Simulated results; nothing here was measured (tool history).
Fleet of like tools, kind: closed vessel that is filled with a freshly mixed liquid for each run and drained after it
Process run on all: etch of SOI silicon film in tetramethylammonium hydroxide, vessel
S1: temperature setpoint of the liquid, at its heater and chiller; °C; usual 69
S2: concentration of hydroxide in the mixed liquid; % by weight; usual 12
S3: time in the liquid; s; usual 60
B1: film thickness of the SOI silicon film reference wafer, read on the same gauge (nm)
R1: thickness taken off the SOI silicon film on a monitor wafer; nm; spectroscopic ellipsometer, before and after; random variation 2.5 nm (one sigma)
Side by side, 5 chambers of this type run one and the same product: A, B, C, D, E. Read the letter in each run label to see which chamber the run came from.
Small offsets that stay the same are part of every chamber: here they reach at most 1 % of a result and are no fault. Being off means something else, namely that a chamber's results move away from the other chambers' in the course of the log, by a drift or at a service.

run	hour	S1	S2	S3	B1	R1
1E	10.2	69	12	60	120.02	362.96
2C	17.9	69	12	60	120	363.94
3B	25.7	69	12	60	119.99	368.04
4A	33.5	69	12	60	119.99	361.14
5D	41.4	69	12	60	120	361.81
6E	50	69	12	60	120.03	360.01
7A	56.7	69	12	60	120.02	359.85
8B	62.6	69	12	60	119.98	368.26
9C	68.2	69	12	60	120	364.08
10D	74.2	69	12	60	120	360.04
11B	84	69	12	60	119.97	367.53
12C	89.7	69	12	60	120.01	367.02
13D	97.2	69	12	60	119.95	361.18
14A	105.7	66	12	80	120.01	406.72
15E	110.7	66	12	80	120	402.6
16D	116	66	12	80	120.02	406.12
17C	123.8	66	12	80	120.01	405.11
18A	130.7	66	12	80	120.02	401.86
19B	140.1	69	12	60	120.03	365.52
20E	148.8	69	12	60	120.04	361.84
21D	157.1	69	14.5	60	119.97	327.45
# hour 160.4: chamber D: thermometer replaced
22C	167.4	69	14.5	60	119.96	336.21
23E	176.7	69	14.5	60	119.98	329.38
24A	184.7	69	14.5	60	120	334.11
# hour 193.6: chamber D: hydroxide flow meter replaced
25B	195	69	14.5	60	120.04	335.03
26A	202.2	69	12	60	120.06	367.75
# hour 206.6: chamber A: thermometer replaced
27C	207.5	69	12	35	120.04	213.24
28B	215.2	69	12	35	120	212.71
29D	224.5	69	12	35	120.04	210.32
30E	231.6	69	12	35	119.97	206.75
31E	241	69	12	35	119.99	205.24
32C	251.3	69	12	60	120	368.52
33D	257.6	69	12	60	119.97	364.59
34B	267.9	65	12	60	120.04	286.98
35A	276.1	65	12	60	120	288.8
36B	281	65	12	60	120.04	286.64
37D	288.1	65	12	60	120.02	287.23

Is one chamber out of step, is the gauge drifting, or do the chambers differ by no more than their own small offsets? For an off chamber, give its letter and the likeliest cause.

Little by little, chamber E moves away from the other chambers.
Most likely cause: liquid colder than its thermometer reads (K) = 0.675.
Not necessarily distinguishable in this log from: hydroxide flow above the setpoint (%).

Chamber E could run next with any of the 4 candidate recipes listed below; each alters the usual settings, and their results appear as question marks. Which one brings its results back in line with what the other chambers deliver on the usual settings?
In line here means within this much of the mean the other chambers give on the usual settings: R1 8.6 nm
38E-1	295.6	69	13.5	60		?
38E-2	295.6	69	12	65		?
38E-3	295.6	67.5	12	60		?
38E-4	295.6	69	10.5	60		?

On the usual settings, the other chambers give on average: R1 364.71 nm
run	R1
38E-1	332.38
38E-2	379.04
38E-3	319.8
38E-4	367.38
38E-4 brings the chamber back in line.
